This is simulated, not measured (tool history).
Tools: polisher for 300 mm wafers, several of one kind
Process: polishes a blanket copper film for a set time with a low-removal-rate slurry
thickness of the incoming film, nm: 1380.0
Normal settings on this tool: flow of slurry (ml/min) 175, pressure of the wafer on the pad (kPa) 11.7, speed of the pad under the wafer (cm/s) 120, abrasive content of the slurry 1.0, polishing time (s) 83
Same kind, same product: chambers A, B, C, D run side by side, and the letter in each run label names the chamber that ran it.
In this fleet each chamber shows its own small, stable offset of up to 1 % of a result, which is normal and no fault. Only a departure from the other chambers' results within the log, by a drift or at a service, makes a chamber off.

| run | hour | flow of slurry (ml/min) | pressure of the wafer on the pad (kPa) | speed of the pad under the wafer (cm/s) | abrasive content of the slurry | polishing time (s) | wafers polished on this pad | hours since the slurry nozzle was cleaned | hours since the head pressure was calibrated | hours since the slurry blender was calibrated | film removed (angstrom) |
|---|---|---|---|---|---|---|---|---|---|---|---|
| 1B | 7.0 | 175 | 11.7 | 120 | 1.0 | 83 | 1545 | 247.8 | 493.2 | 146.7 | 1452.9 |
| 2A | 15.0 | 175 | 11.7 | 120 | 1.0 | 83 | 769 | 138.5 | 112.3 | 29.2 | 1411.0 |
|  | 16.6 | chamber B: worn pad replaced by a new one |
| 3D | 19.9 | 175 | 11.7 | 120 | 1.0 | 83 | 530 | 360.3 | 226.7 | 159.8 | 1458.1 |
|  | 21.2 | chamber D: slurry blender recalibrated |
|  | 24.5 | chamber A: worn pad replaced by a new one |
| 4C | 28.2 | 175 | 11.7 | 120 | 1.0 | 83 | 506 | 268.9 | 212.9 | 105.0 | 1458.0 |
| 5B | 36.5 | 175 | 11.7 | 120 | 1.0 | 83 | 215 | 277.3 | 522.7 | 176.2 | 1431.0 |
|  | 37.7 | chamber C: worn pad replaced by a new one |
| 6A | 46.5 | 175 | 11.7 | 120 | 1.0 | 83 | 238 | 170.0 | 143.8 | 60.7 | 1392.7 |
| 7C | 51.5 | 175 | 11.7 | 120 | 1.0 | 83 | 149 | 292.2 | 236.2 | 128.3 | 1450.5 |
|  | 56.7 | chamber D: worn pad replaced by a new one |
| 8D | 58.8 | 175 | 11.7 | 120 | 1.0 | 83 | 23 | 399.2 | 265.6 | 37.7 | 1458.8 |
| 9A | 64.0 | 175 | 11.7 | 120 | 1.0 | 83 | 426 | 187.5 | 161.3 | 78.2 | 1408.9 |
| 10D | 72.2 | 175 | 11.7 | 120 | 1.0 | 83 | 167 | 412.6 | 279.0 | 51.1 | 1467.4 |
| 11C | 81.9 | 195 | 11.7 | 120 | 1.0 | 83 | 477 | 322.6 | 266.6 | 158.7 | 1457.3 |
| 12B | 87.1 | 195 | 11.7 | 120 | 1.0 | 83 | 761 | 327.9 | 573.3 | 226.8 | 1453.6 |
|  | 89.2 | chamber C: worn pad replaced by a new one |
| 13A | 92.7 | 195 | 11.7 | 120 | 1.0 | 83 | 736 | 216.2 | 190.0 | 106.9 | 1385.8 |
|  | 95.8 | chamber A: slurry blender recalibrated |
| 14B | 100.8 | 195 | 11.7 | 120 | 1.0 | 83 | 909 | 341.6 | 587.0 | 240.5 | 1450.2 |
|  | 102.3 | chamber A: worn pad replaced by a new one |
| 15C | 110.2 | 175 | 11.7 | 120 | 1.0 | 83 | 227 | 350.9 | 294.9 | 187.0 | 1442.0 |
| 16D | 115.3 | 175 | 11.7 | 120 | 1.0 | 83 | 632 | 455.7 | 322.1 | 94.2 | 1462.3 |
| 17B | 121.8 | 175 | 11.7 | 96 | 1.0 | 101 | 1135 | 362.6 | 608.0 | 261.5 | 1406.6 |
| 18C | 126.2 | 175 | 11.7 | 96 | 1.0 | 101 | 400 | 366.9 | 310.9 | 203.0 | 1388.8 |
|  | 132.6 | chamber C: worn pad replaced by a new one |
| 19D | 135.3 | 175 | 11.7 | 96 | 1.0 | 101 | 848 | 475.7 | 342.1 | 114.2 | 1402.4 |
|  | 135.8 | chamber D: worn pad replaced by a new one |
| 20A | 141.2 | 175 | 11.7 | 96 | 1.0 | 101 | 420 | 264.7 | 238.5 | 45.4 | 1317.3 |
| 21B | 148.1 | 175 | 11.7 | 120 | 0.9 | 83 | 1419 | 388.9 | 634.3 | 287.8 | 1399.6 |
|  | 150.3 | chamber B: worn pad replaced by a new one |
| 22C | 157.8 | 175 | 11.7 | 120 | 0.9 | 83 | 272 | 398.5 | 342.5 | 234.6 | 1428.8 |
| 23A | 165.6 | 175 | 11.7 | 120 | 0.9 | 83 | 683 | 289.1 | 262.9 | 69.8 | 1284.7 |
|  | 171.3 | chamber C: slurry nozzle cleaned |
| 24D | 175.7 | 175 | 11.7 | 120 | 0.9 | 83 | 430 | 516.1 | 382.5 | 154.6 | 1418.1 |
|  | 181.2 | chamber A: worn pad replaced by a new one |
|  | 182.1 | chamber C: worn pad replaced by a new one |
| 25D | 184.7 | 175 | 11.7 | 120 | 1.0 | 83 | 527 | 525.1 | 391.5 | 163.6 | 1455.9 |
|  | 186.3 | chamber C: slurry blender recalibrated |
| 26C | 193.2 | 175 | 11.7 | 120 | 0.9 | 83 | 119 | 21.9 | 377.9 | 7.0 | 1425.5 |
| 27A | 202.7 | 175 | 11.7 | 120 | 0.9 | 83 | 232 | 326.2 | 300.0 | 106.9 | 1284.3 |
| 28B | 209.7 | 175 | 11.7 | 120 | 0.9 | 83 | 640 | 450.5 | 695.9 | 349.4 | 1412.2 |

Each of the 4 chambers runs these same settings next. Fill in every chamber's results:
| 29A | 216.9 | 125 | 11.7 | 120 | 1.0 | 83 |  |  |  |  | ? |
| 29B | 216.9 | 125 | 11.7 | 120 | 1.0 | 83 |  |  |  |  | ? |
| 29C | 216.9 | 125 | 11.7 | 120 | 1.0 | 83 |  |  |  |  | ? |
| 29D | 216.9 | 125 | 11.7 | 120 | 1.0 | 83 |  |  |  |  | ? |

| run | film removed (angstrom) |
|---|---|
| 29A | 1231.8 |
| 29B | 1331.3 |
| 29C | 1365.3 |
| 29D | 1366.5 |
